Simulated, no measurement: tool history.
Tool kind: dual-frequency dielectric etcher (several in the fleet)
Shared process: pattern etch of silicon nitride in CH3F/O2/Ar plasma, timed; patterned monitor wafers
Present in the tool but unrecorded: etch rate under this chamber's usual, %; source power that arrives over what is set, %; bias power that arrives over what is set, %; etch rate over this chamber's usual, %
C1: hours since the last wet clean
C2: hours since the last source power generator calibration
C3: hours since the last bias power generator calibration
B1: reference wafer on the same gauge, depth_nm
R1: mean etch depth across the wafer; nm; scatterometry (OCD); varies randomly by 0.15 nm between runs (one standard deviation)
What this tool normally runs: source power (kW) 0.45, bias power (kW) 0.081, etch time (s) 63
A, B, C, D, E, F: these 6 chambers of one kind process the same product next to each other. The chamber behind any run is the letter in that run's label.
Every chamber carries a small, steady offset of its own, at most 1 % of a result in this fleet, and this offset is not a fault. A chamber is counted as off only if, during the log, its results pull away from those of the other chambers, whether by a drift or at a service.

{"run": "1F", "hour": 4.5, "source power (kW)": 0.45, "bias power (kW)": 0.081, "etch time (s)": 63, "C1": 268.6, "C2": 3161, "C3": 2621.2, "B1": 56.369, "R1": 48.156}
{"run": "2C", "hour": 9.3, "source power (kW)": 0.45, "bias power (kW)": 0.081, "etch time (s)": 63, "C1": 132, "C2": 2319.5, "C3": 1077.4, "B1": 56.459, "R1": 47.956}
{"hour": 14.5, "done": "chamber F: bias power generator calibrated"}
{"run": "3D", "hour": 15.3, "source power (kW)": 0.45, "bias power (kW)": 0.081, "etch time (s)": 63, "C1": 376.7, "C2": 779.4, "C3": 1173.9, "B1": 56.343, "R1": 48.596}
{"run": "4E", "hour": 18.5, "source power (kW)": 0.45, "bias power (kW)": 0.081, "etch time (s)": 63, "C1": 66, "C2": 1027.4, "C3": 3152.4, "B1": 56.383, "R1": 48.166}
{"run": "5B", "hour": 25.1, "source power (kW)": 0.45, "bias power (kW)": 0.081, "etch time (s)": 63, "C1": 160, "C2": 3489.4, "C3": 1578.7, "B1": 56.41, "R1": 48.261}
{"run": "6A", "hour": 29.0, "source power (kW)": 0.45, "bias power (kW)": 0.081, "etch time (s)": 63, "C1": 192.7, "C2": 936.6, "C3": 98.5, "B1": 56.399, "R1": 47.818}
{"run": "7E", "hour": 32.9, "source power (kW)": 0.45, "bias power (kW)": 0.081, "etch time (s)": 63, "C1": 80.4, "C2": 1041.8, "C3": 3166.8, "B1": 56.433, "R1": 48.239}
{"run": "8A", "hour": 39.2, "source power (kW)": 0.45, "bias power (kW)": 0.081, "etch time (s)": 63, "C1": 202.9, "C2": 946.8, "C3": 108.7, "B1": 56.431, "R1": 48.036}
{"run": "9F", "hour": 45.7, "source power (kW)": 0.45, "bias power (kW)": 0.068, "etch time (s)": 63, "C1": 309.8, "C2": 3202.2, "C3": 31.2, "B1": 56.381, "R1": 45.78}
{"run": "10D", "hour": 52.3, "source power (kW)": 0.45, "bias power (kW)": 0.068, "etch time (s)": 63, "C1": 413.7, "C2": 816.4, "C3": 1210.9, "B1": 56.359, "R1": 45.76}
{"run": "11B", "hour": 56.7, "source power (kW)": 0.45, "bias power (kW)": 0.068, "etch time (s)": 63, "C1": 191.6, "C2": 3521, "C3": 1610.3, "B1": 56.364, "R1": 45.622}
{"run": "12C", "hour": 61.1, "source power (kW)": 0.45, "bias power (kW)": 0.068, "etch time (s)": 63, "C1": 183.8, "C2": 2371.3, "C3": 1129.2, "B1": 56.368, "R1": 45.41}
{"run": "13C", "hour": 66.2, "source power (kW)": 0.45, "bias power (kW)": 0.068, "etch time (s)": 63, "C1": 188.9, "C2": 2376.4, "C3": 1134.3, "B1": 56.444, "R1": 45.483}
{"run": "14F", "hour": 72.4, "source power (kW)": 0.45, "bias power (kW)": 0.068, "etch time (s)": 63, "C1": 336.5, "C2": 3228.9, "C3": 57.9, "B1": 56.401, "R1": 45.711}
{"run": "15E", "hour": 78.4, "source power (kW)": 0.45, "bias power (kW)": 0.097, "etch time (s)": 51, "C1": 125.9, "C2": 1087.3, "C3": 3212.3, "B1": 56.427, "R1": 41.939}
{"run": "16B", "hour": 83.1, "source power (kW)": 0.45, "bias power (kW)": 0.097, "etch time (s)": 51, "C1": 218, "C2": 3547.4, "C3": 1636.7, "B1": 56.404, "R1": 42.132}
{"run": "17A", "hour": 86.9, "source power (kW)": 0.45, "bias power (kW)": 0.097, "etch time (s)": 51, "C1": 250.6, "C2": 994.5, "C3": 156.4, "B1": 56.386, "R1": 41.284}
{"hour": 90.8, "done": "chamber F: wet clean of the chamber"}
{"run": "18D", "hour": 93.0, "source power (kW)": 0.45, "bias power (kW)": 0.097, "etch time (s)": 51, "C1": 454.4, "C2": 857.1, "C3": 1251.6, "B1": 56.405, "R1": 41.954}
{"run": "19F", "hour": 98.8, "source power (kW)": 0.45, "bias power (kW)": 0.097, "etch time (s)": 51, "C1": 8, "C2": 3255.3, "C3": 84.3, "B1": 56.364, "R1": 41.728}
{"run": "20E", "hour": 104.5, "source power (kW)": 0.45, "bias power (kW)": 0.097, "etch time (s)": 51, "C1": 152, "C2": 1113.4, "C3": 3238.4, "B1": 56.428, "R1": 41.602}
{"run": "21D", "hour": 107.5, "source power (kW)": 0.45, "bias power (kW)": 0.081, "etch time (s)": 63, "C1": 468.9, "C2": 871.6, "C3": 1266.1, "B1": 56.374, "R1": 48.606}
{"run": "22C", "hour": 110.4, "source power (kW)": 0.45, "bias power (kW)": 0.081, "etch time (s)": 63, "C1": 233.1, "C2": 2420.6, "C3": 1178.5, "B1": 56.375, "R1": 48.317}
{"run": "23B", "hour": 115.2, "source power (kW)": 0.4, "bias power (kW)": 0.073, "etch time (s)": 63, "C1": 250.1, "C2": 3579.5, "C3": 1668.8, "B1": 56.399, "R1": 45.289}
{"run": "24A", "hour": 119.9, "source power (kW)": 0.4, "bias power (kW)": 0.073, "etch time (s)": 63, "C1": 283.6, "C2": 1027.5, "C3": 189.4, "B1": 56.428, "R1": 44.217}
{"run": "25B", "hour": 126.1, "source power (kW)": 0.4, "bias power (kW)": 0.073, "etch time (s)": 63, "C1": 261, "C2": 3590.4, "C3": 1679.7, "B1": 56.371, "R1": 45.595}
{"run": "26D", "hour": 132.2, "source power (kW)": 0.4, "bias power (kW)": 0.073, "etch time (s)": 63, "C1": 493.6, "C2": 896.3, "C3": 1290.8, "B1": 56.421, "R1": 44.897}
{"run": "27F", "hour": 138.7, "source power (kW)": 0.4, "bias power (kW)": 0.073, "etch time (s)": 63, "C1": 47.9, "C2": 3295.2, "C3": 124.2, "B1": 56.415, "R1": 44.565}
{"run": "28E", "hour": 144.5, "source power (kW)": 0.4, "bias power (kW)": 0.073, "etch time (s)": 63, "C1": 192, "C2": 1153.4, "C3": 3278.4, "B1": 56.426, "R1": 44.522}
{"run": "29C", "hour": 148.5, "source power (kW)": 0.45, "bias power (kW)": 0.081, "etch time (s)": 63, "C1": 271.2, "C2": 2458.7, "C3": 1216.6, "B1": 56.36, "R1": 48.346}
{"run": "30A", "hour": 152.5, "source power (kW)": 0.45, "bias power (kW)": 0.081, "etch time (s)": 63, "C1": 316.2, "C2": 1060.1, "C3": 222, "B1": 56.388, "R1": 48.02}
{"run": "31F", "hour": 158.4, "source power (kW)": 0.45, "bias power (kW)": 0.081, "etch time (s)": 63, "C1": 67.6, "C2": 3314.9, "C3": 143.9, "B1": 56.385, "R1": 48.34}
{"run": "32C", "hour": 163.8, "source power (kW)": 0.45, "bias power (kW)": 0.081, "etch time (s)": 63, "C1": 286.5, "C2": 2474, "C3": 1231.9, "B1": 56.387, "R1": 48.117}
{"run": "33D", "hour": 170.4, "source power (kW)": 0.45, "bias power (kW)": 0.081, "etch time (s)": 63, "C1": 531.8, "C2": 934.5, "C3": 1329, "B1": 56.367, "R1": 48.48}
{"run": "34A", "hour": 174.5, "source power (kW)": 0.45, "bias power (kW)": 0.081, "etch time (s)": 63, "C1": 338.2, "C2": 1082.1, "C3": 244, "B1": 56.378, "R1": 47.76}
{"run": "35E", "hour": 180.1, "source power (kW)": 0.45, "bias power (kW)": 0.081, "etch time (s)": 63, "C1": 227.6, "C2": 1189, "C3": 3314, "B1": 56.407, "R1": 48.481}
{"run": "36B", "hour": 185.4, "source power (kW)": 0.45, "bias power (kW)": 0.081, "etch time (s)": 63, "C1": 320.3, "C2": 3649.7, "C3": 1739, "B1": 56.423, "R1": 49.731}
{"run": "37F", "hour": 188.8, "source power (kW)": 0.45, "bias power (kW)": 0.081, "etch time (s)": 63, "C1": 98, "C2": 3345.3, "C3": 174.3, "B1": 56.408, "R1": 48.155}
{"run": "38C", "hour": 192.5, "source power (kW)": 0.45, "bias power (kW)": 0.081, "etch time (s)": 63, "C1": 315.2, "C2": 2502.7, "C3": 1260.6, "B1": 56.423, "R1": 48.159}
{"run": "39E", "hour": 195.6, "source power (kW)": 0.45, "bias power (kW)": 0.081, "etch time (s)": 63, "C1": 243.1, "C2": 1204.5, "C3": 3329.5, "B1": 56.431, "R1": 48.247}
{"run": "40A", "hour": 200.4, "source power (kW)": 0.45, "bias power (kW)": 0.081, "etch time (s)": 63, "C1": 364.1, "C2": 1108, "C3": 269.9, "B1": 56.402, "R1": 47.707}

Is one chamber out of step, is the gauge drifting, or do the chambers differ by no more than their own small offsets? For an off chamber, give its letter and the likeliest cause.

Little by little, chamber B moves away from the other chambers.
Most likely cause: etch rate over this chamber's usual, % = 3.41.

Below are 4 candidate recipes for chamber B's next run, each the usual settings with a change, their results shown as question marks. Which of them brings B's results back in line with what the other chambers give on the usual settings?
Maximum distance from the other chambers' mean on the usual settings for a result to count as in line: R1 0.54 nm
{"run": "41B-1", "hour": 205.3, "source power (kW)": 0.45, "bias power (kW)": 0.08, "etch time (s)": 60, "R1": "?"}
{"run": "41B-2", "hour": 205.3, "source power (kW)": 0.43, "bias power (kW)": 0.078, "etch time (s)": 63, "R1": "?"}
{"run": "41B-3", "hour": 205.3, "source power (kW)": 0.45, "bias power (kW)": 0.082, "etch time (s)": 65, "R1": "?"}
{"run": "41B-4", "hour": 205.3, "source power (kW)": 0.51, "bias power (kW)": 0.081, "etch time (s)": 63, "R1": "?"}

The mean the other chambers reach with the usual settings: R1 48.274 nm
run=41B-1 R1=47.225
run=41B-2 R1=48.297
run=41B-3 R1=51.61
run=41B-4 R1=52.247
41B-2 brings the chamber back in line.
